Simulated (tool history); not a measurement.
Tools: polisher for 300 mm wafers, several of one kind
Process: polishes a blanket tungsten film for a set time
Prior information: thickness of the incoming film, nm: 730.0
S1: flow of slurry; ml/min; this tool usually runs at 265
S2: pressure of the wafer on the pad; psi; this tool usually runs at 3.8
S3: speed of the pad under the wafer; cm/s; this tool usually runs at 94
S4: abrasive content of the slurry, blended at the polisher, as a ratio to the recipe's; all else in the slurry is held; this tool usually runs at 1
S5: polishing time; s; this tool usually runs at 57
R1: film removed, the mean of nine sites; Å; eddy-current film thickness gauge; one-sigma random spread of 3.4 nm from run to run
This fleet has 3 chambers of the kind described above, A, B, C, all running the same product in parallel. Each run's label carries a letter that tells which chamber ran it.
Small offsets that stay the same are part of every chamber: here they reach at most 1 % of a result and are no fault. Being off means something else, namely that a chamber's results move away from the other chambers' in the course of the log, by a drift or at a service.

{"hour": 1.7, "done": "chamber B: worn pad replaced by a new one"}
{"run": "1A", "hour": 3.3, "S1": 265, "S2": 3.8, "S3": 94, "S4": 1, "S5": 57, "R1": 3035.2}
{"run": "2B", "hour": 9.7, "S1": 265, "S2": 3.8, "S3": 94, "S4": 1, "S5": 57, "R1": 3049.7}
{"run": "3C", "hour": 15.0, "S1": 265, "S2": 3.8, "S3": 94, "S4": 1, "S5": 57, "R1": 3074.3}
{"hour": 18.2, "done": "chamber C: worn pad replaced by a new one"}
{"run": "4C", "hour": 20.1, "S1": 265, "S2": 3.8, "S3": 94, "S4": 1, "S5": 57, "R1": 3080.6}
{"hour": 20.6, "done": "chamber B: slurry tank refilled with fresh slurry and peroxide"}
{"run": "5B", "hour": 25.1, "S1": 265, "S2": 3.8, "S3": 94, "S4": 1, "S5": 57, "R1": 3036}
{"hour": 25.2, "done": "chamber A: slurry nozzle cleaned"}
{"run": "6A", "hour": 32.3, "S1": 265, "S2": 3.8, "S3": 94, "S4": 1, "S5": 57, "R1": 2960.7}
{"run": "7B", "hour": 36.2, "S1": 265, "S2": 3.8, "S3": 94, "S4": 1, "S5": 57, "R1": 3032.2}
{"hour": 41.6, "done": "chamber A: worn pad replaced by a new one"}
{"run": "8C", "hour": 42.5, "S1": 265, "S2": 3.8, "S3": 94, "S4": 1, "S5": 57, "R1": 3072.3}
{"run": "9A", "hour": 49.1, "S1": 265, "S2": 3.8, "S3": 94, "S4": 1, "S5": 57, "R1": 2972.7}
{"run": "10B", "hour": 54.7, "S1": 265, "S2": 3.8, "S3": 94, "S4": 1, "S5": 57, "R1": 3035.3}
{"run": "11C", "hour": 57.9, "S1": 265, "S2": 3.8, "S3": 94, "S4": 1, "S5": 57, "R1": 3038.9}
{"run": "12A", "hour": 62.6, "S1": 265, "S2": 3.8, "S3": 94, "S4": 1, "S5": 57, "R1": 2988.4}
{"run": "13C", "hour": 68.5, "S1": 265, "S2": 3.8, "S3": 84, "S4": 1, "S5": 57, "R1": 2715.1}
{"hour": 70.6, "done": "chamber A: slurry tank refilled with fresh slurry and peroxide"}
{"run": "14B", "hour": 73.8, "S1": 265, "S2": 3.8, "S3": 84, "S4": 1, "S5": 57, "R1": 2742.3}
{"run": "15A", "hour": 81.1, "S1": 265, "S2": 3.8, "S3": 84, "S4": 1, "S5": 57, "R1": 2675}
{"run": "16A", "hour": 84.8, "S1": 265, "S2": 3.8, "S3": 94, "S4": 1, "S5": 57, "R1": 3025.8}
{"run": "17C", "hour": 91.3, "S1": 265, "S2": 3.8, "S3": 94, "S4": 1, "S5": 57, "R1": 3008.4}
{"hour": 91.5, "done": "chamber A: worn pad replaced by a new one"}
{"run": "18B", "hour": 94.5, "S1": 265, "S2": 3.8, "S3": 94, "S4": 1, "S5": 57, "R1": 3179.2}
{"hour": 99.3, "done": "chamber C: slurry tank refilled with fresh slurry and peroxide"}
{"run": "19A", "hour": 99.9, "S1": 265, "S2": 3.8, "S3": 94, "S4": 1, "S5": 57, "R1": 3031.2}
{"hour": 103.2, "done": "chamber C: worn pad replaced by a new one"}
{"run": "20C", "hour": 103.6, "S1": 265, "S2": 3.8, "S3": 94, "S4": 1, "S5": 57, "R1": 3021.2}
{"run": "21B", "hour": 109.1, "S1": 265, "S2": 3.8, "S3": 94, "S4": 1, "S5": 57, "R1": 3242.4}
{"hour": 109.7, "done": "chamber B: worn pad replaced by a new one"}
{"run": "22C", "hour": 115.1, "S1": 265, "S2": 3.8, "S3": 94, "S4": 1, "S5": 57, "R1": 3051.7}
{"run": "23B", "hour": 122.1, "S1": 265, "S2": 3.8, "S3": 94, "S4": 1, "S5": 57, "R1": 3302.5}

One chamber off, gauge drift, or nothing amiss beyond the chambers' own small offsets? If it is a chamber, which one, and what is the likeliest cause?

One chamber, B, drifts off from the rest bit by bit.
Cause: head's pressure above its setpoint, % = 7.83.

Here are 4 candidates for chamber B's next run, each the usual settings with a change, their results left as question marks. Which one brings its results back in line with what the others give on the usual settings?
Allowed miss from the other chambers' usual-settings mean, per result, to count as in line: R1 120 Å
{"run": "24B-1", "hour": 127.3, "S1": 265, "S2": 3.6, "S3": 90, "S4": 1, "S5": 54, "R1": "?"}
{"run": "24B-2", "hour": 127.3, "S1": 265, "S2": 3.8, "S3": 94, "S4": 0.75, "S5": 57, "R1": "?"}
{"run": "24B-3", "hour": 127.3, "S1": 265, "S2": 3.8, "S3": 98, "S4": 1, "S5": 59, "R1": "?"}
{"run": "24B-4", "hour": 127.3, "S1": 265, "S2": 4, "S3": 98, "S4": 1, "S5": 60, "R1": "?"}

Usual-settings mean across the other chambers: R1 3017.6 Å
run=24B-1 R1=2827
run=24B-2 R1=3075.2
run=24B-3 R1=3547.8
run=24B-4 R1=3798.7
24B-2 is the one that brings the chamber's results back in line with the other chambers.

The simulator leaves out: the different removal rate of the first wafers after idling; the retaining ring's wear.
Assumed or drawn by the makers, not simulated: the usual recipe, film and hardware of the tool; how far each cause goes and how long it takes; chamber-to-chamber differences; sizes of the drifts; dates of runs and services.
